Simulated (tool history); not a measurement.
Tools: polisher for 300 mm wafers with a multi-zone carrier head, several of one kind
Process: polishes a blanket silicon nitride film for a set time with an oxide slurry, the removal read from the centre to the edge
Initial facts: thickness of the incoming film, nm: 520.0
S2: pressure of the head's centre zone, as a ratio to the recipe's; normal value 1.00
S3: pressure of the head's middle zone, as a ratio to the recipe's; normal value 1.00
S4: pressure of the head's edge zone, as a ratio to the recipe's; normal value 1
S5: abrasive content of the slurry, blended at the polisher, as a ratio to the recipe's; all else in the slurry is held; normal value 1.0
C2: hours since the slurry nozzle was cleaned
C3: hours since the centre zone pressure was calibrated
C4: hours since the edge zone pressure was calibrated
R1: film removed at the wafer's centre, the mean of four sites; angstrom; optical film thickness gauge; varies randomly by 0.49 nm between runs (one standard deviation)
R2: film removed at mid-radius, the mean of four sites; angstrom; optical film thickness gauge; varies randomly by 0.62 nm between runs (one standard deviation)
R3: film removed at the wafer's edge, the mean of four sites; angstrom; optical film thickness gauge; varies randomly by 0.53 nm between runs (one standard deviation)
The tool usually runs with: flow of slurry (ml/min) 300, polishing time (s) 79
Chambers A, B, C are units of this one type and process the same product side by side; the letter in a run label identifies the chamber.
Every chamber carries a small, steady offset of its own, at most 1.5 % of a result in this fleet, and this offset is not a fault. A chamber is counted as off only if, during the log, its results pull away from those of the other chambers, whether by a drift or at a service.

run 1B hour=8.1 | flow_of_slurry_(ml/min)=300 S2=1.00 S3=1.00 S4=1 S5=1.0 polishing_time_(s)=79 | wafers_polished_on_this_pad=688 C2=192.0 C3=592.1 C4=457.4 | R1=449.65 R2=440.86 R3=446.24
run 2C hour=14.1 | flow_of_slurry_(ml/min)=300 S2=1.00 S3=1.00 S4=1 S5=1.0 polishing_time_(s)=79 | wafers_polished_on_this_pad=340 C2=155.0 C3=23.3 C4=231.3 | R1=448.84 R2=457.75 R3=449.33
run 3A hour=21.4 | flow_of_slurry_(ml/min)=300 S2=1.00 S3=1.00 S4=1 S5=1.0 polishing_time_(s)=79 | wafers_polished_on_this_pad=600 C2=74.6 C3=323.5 C4=202.5 | R1=451.98 R2=438.24 R3=449.70
run 4C hour=34.2 | flow_of_slurry_(ml/min)=300 S2=1.00 S3=1.00 S4=1 S5=1.0 polishing_time_(s)=79 | wafers_polished_on_this_pad=459 C2=175.1 C3=43.4 C4=251.4 | R1=459.39 R2=453.57 R3=451.15
run 5B hour=46.3 | flow_of_slurry_(ml/min)=300 S2=1.04 S3=0.90 S4=1 S5=1.0 polishing_time_(s)=79 | wafers_polished_on_this_pad=913 C2=230.2 C3=630.3 C4=495.6 | R1=463.92 R2=416.21 R3=451.95
run 6A hour=53.5 | flow_of_slurry_(ml/min)=300 S2=1.04 S3=0.90 S4=1 S5=1.0 polishing_time_(s)=79 | wafers_polished_on_this_pad=790 C2=106.7 C3=355.6 C4=234.6 | R1=470.34 R2=402.88 R3=439.66
run 7A hour=65.7 | flow_of_slurry_(ml/min)=300 S2=1.04 S3=0.90 S4=1 S5=1.0 polishing_time_(s)=79 | wafers_polished_on_this_pad=862 C2=118.9 C3=367.8 C4=246.8 | R1=470.63 R2=417.14 R3=436.06
-- hour=72.7 chamber B: edge zone pressure recalibrated
-- hour=74.4 chamber C: worn pad replaced by a new one
run 8C hour=75.6 | flow_of_slurry_(ml/min)=300 S2=1.00 S3=1.00 S4=1 S5=1.0 polishing_time_(s)=79 | wafers_polished_on_this_pad=7 C2=216.5 C3=84.8 C4=292.8 | R1=461.13 R2=441.83 R3=452.41
run 9B hour=86.1 | flow_of_slurry_(ml/min)=300 S2=1.00 S3=1.00 S4=1 S5=1.0 polishing_time_(s)=79 | wafers_polished_on_this_pad=1149 C2=270.0 C3=670.1 C4=13.5 | R1=435.28 R2=437.44 R3=438.68
run 10B hour=92.9 | flow_of_slurry_(ml/min)=300 S2=1.00 S3=1.00 S4=1 S5=1.0 polishing_time_(s)=79 | wafers_polished_on_this_pad=1189 C2=276.8 C3=676.9 C4=20.3 | R1=435.87 R2=428.78 R3=432.09
run 11A hour=105.5 | flow_of_slurry_(ml/min)=300 S2=1.00 S3=1.00 S4=1 S5=1.0 polishing_time_(s)=79 | wafers_polished_on_this_pad=1097 C2=158.7 C3=407.6 C4=286.6 | R1=443.95 R2=444.98 R3=443.06
run 12C hour=111.8 | flow_of_slurry_(ml/min)=245 S2=1.00 S3=1.06 S4=1 S5=1.0 polishing_time_(s)=79 | wafers_polished_on_this_pad=221 C2=252.7 C3=121.0 C4=329.0 | R1=453.29 R2=472.82 R3=443.03
-- hour=113.8 chamber A: worn pad replaced by a new one
run 13C hour=123.6 | flow_of_slurry_(ml/min)=245 S2=1.00 S3=1.06 S4=1 S5=1.0 polishing_time_(s)=79 | wafers_polished_on_this_pad=291 C2=264.5 C3=132.8 C4=340.8 | R1=432.83 R2=472.06 R3=442.52
run 14B hour=135.1 | flow_of_slurry_(ml/min)=245 S2=1.00 S3=1.06 S4=1 S5=1.0 polishing_time_(s)=79 | wafers_polished_on_this_pad=1438 C2=319.0 C3=719.1 C4=62.5 | R1=413.62 R2=431.41 R3=419.79
run 15A hour=146.2 | flow_of_slurry_(ml/min)=300 S2=1.00 S3=1.00 S4=1 S5=1.0 polishing_time_(s)=79 | wafers_polished_on_this_pad=191 C2=199.4 C3=448.3 C4=327.3 | R1=438.70 R2=450.41 R3=449.91
run 16B hour=157.4 | flow_of_slurry_(ml/min)=300 S2=1.00 S3=1.00 S4=1 S5=1.0 polishing_time_(s)=79 | wafers_polished_on_this_pad=1570 C2=341.3 C3=741.4 C4=84.8 | R1=425.89 R2=420.95 R3=413.69
run 17C hour=165.7 | flow_of_slurry_(ml/min)=300 S2=1.00 S3=1.00 S4=1 S5=1.0 polishing_time_(s)=79 | wafers_polished_on_this_pad=539 C2=306.6 C3=174.9 C4=382.9 | R1=456.47 R2=457.62 R3=454.94
-- hour=171.9 chamber A: slurry nozzle cleaned
run 18A hour=176.8 | flow_of_slurry_(ml/min)=300 S2=0.90 S3=1.00 S4=1 S5=0.9 polishing_time_(s)=79 | wafers_polished_on_this_pad=372 C2=5.0 C3=478.9 C4=357.9 | R1=379.25 R2=427.99 R3=433.94
run 19C hour=189.7 | flow_of_slurry_(ml/min)=300 S2=0.90 S3=1.00 S4=1 S5=0.9 polishing_time_(s)=79 | wafers_polished_on_this_pad=681 C2=330.6 C3=198.9 C4=406.9 | R1=393.69 R2=438.20 R3=423.53
run 20B hour=197.3 | flow_of_slurry_(ml/min)=300 S2=0.90 S3=1.00 S4=1 S5=0.9 polishing_time_(s)=79 | wafers_polished_on_this_pad=1806 C2=381.2 C3=781.3 C4=124.7 | R1=353.46 R2=393.24 R3=384.30
-- hour=197.5 chamber B: slurry nozzle cleaned
run 21A hour=203.4 | flow_of_slurry_(ml/min)=300 S2=1.00 S3=1.00 S4=1 S5=1.0 polishing_time_(s)=79 | wafers_polished_on_this_pad=529 C2=31.6 C3=505.5 C4=384.5 | R1=454.15 R2=431.88 R3=446.46
-- hour=206.6 chamber C: worn pad replaced by a new one
-- hour=214.3 chamber C: slurry nozzle cleaned
run 22A hour=215.0 | flow_of_slurry_(ml/min)=300 S2=1.00 S3=1.00 S4=1 S5=1.0 polishing_time_(s)=79 | wafers_polished_on_this_pad=598 C2=43.2 C3=517.1 C4=396.1 | R1=449.88 R2=446.43 R3=451.53
run 23C hour=221.6 | flow_of_slurry_(ml/min)=240 S2=1.00 S3=1.00 S4=1 S5=0.8 polishing_time_(s)=79 | wafers_polished_on_this_pad=89 C2=7.3 C3=230.8 C4=438.8 | R1=411.31 R2=393.70 R3=391.08
run 24B hour=231.1 | flow_of_slurry_(ml/min)=240 S2=1.00 S3=1.00 S4=1 S5=0.8 polishing_time_(s)=79 | wafers_polished_on_this_pad=2005 C2=33.6 C3=815.1 C4=158.5 | R1=351.38 R2=348.86 R3=357.65
run 25A hour=242.0 | flow_of_slurry_(ml/min)=240 S2=1.00 S3=1.00 S4=1 S5=0.8 polishing_time_(s)=79 | wafers_polished_on_this_pad=757 C2=70.2 C3=544.1 C4=423.1 | R1=391.77 R2=401.42 R3=392.98
run 26C hour=254.7 | flow_of_slurry_(ml/min)=300 S2=1.00 S3=0.90 S4=1 S5=1.0 polishing_time_(s)=105 | wafers_polished_on_this_pad=284 C2=40.4 C3=263.9 C4=471.9 | R1=615.26 R2=562.41 R3=592.73
run 27B hour=262.7 | flow_of_slurry_(ml/min)=300 S2=1.00 S3=0.90 S4=1 S5=1.0 polishing_time_(s)=105 | wafers_polished_on_this_pad=2192 C2=65.2 C3=846.7 C4=190.1 | R1=516.29 R2=477.13 R3=526.24
run 28B hour=271.7 | flow_of_slurry_(ml/min)=300 S2=1.00 S3=0.90 S4=1 S5=1.0 polishing_time_(s)=105 | wafers_polished_on_this_pad=2245 C2=74.2 C3=855.7 C4=199.1 | R1=529.32 R2=477.83 R3=531.14
run 29A hour=278.6 | flow_of_slurry_(ml/min)=300 S2=1.00 S3=1.00 S4=1 S5=1.0 polishing_time_(s)=92 | wafers_polished_on_this_pad=973 C2=106.8 C3=580.7 C4=459.7 | R1=530.74 R2=536.53 R3=520.04
run 30C hour=288.0 | flow_of_slurry_(ml/min)=300 S2=1.00 S3=1.00 S4=1 S5=1.0 polishing_time_(s)=92 | wafers_polished_on_this_pad=481 C2=73.7 C3=297.2 C4=505.2 | R1=528.56 R2=524.42 R3=515.19

Is one chamber out of step, is the gauge drifting, or do the chambers differ by no more than their own small offsets? For an off chamber, give its letter and the likeliest cause.

Little by little, chamber B moves away from the other chambers.
Cause: removal rate lost through wear of the pad, % = 13.9.

Below are 4 candidate recipes for chamber B's next run, each the usual settings with a change, their results shown as question marks. Which of them brings B's results back in line with what the other chambers give on the usual settings?
To be in line, a result may differ from the other chambers' mean on the usual settings by at most: R1 17.00 angstrom; R2 22.00 angstrom; R3 19.00 angstrom
run 31B-1 hour=297.1 | flow_of_slurry_(ml/min)=300 S2=1.01 S3=1.00 S4=1 S5=1.00 polishing_time_(s)=85 | R1=? R2=? R3=?
run 31B-2 hour=297.1 | flow_of_slurry_(ml/min)=305 S2=1.01 S3=1.00 S4=1 S5=1.05 polishing_time_(s)=89 | R1=? R2=? R3=?
run 31B-3 hour=297.1 | flow_of_slurry_(ml/min)=295 S2=0.99 S3=1.00 S4=1 S5=0.95 polishing_time_(s)=69 | R1=? R2=? R3=?
run 31B-4 hour=297.1 | flow_of_slurry_(ml/min)=300 S2=0.99 S3=1.00 S4=1 S5=1.00 polishing_time_(s)=73 | R1=? R2=? R3=?

The mean the other chambers reach with the usual settings: R1 453.55 angstrom; R2 450.71 angstrom; R3 448.75 angstrom
run=31B-1 R1=418.61 R2=415.91 R3=420.30
run=31B-2 R1=448.71 R2=445.73 R3=450.27
run=31B-3 R1=324.28 R2=329.31 R3=332.88
run=31B-4 R1=351.84 R2=357.23 R3=360.97
With 31B-2, the chamber falls back in line with the rest.

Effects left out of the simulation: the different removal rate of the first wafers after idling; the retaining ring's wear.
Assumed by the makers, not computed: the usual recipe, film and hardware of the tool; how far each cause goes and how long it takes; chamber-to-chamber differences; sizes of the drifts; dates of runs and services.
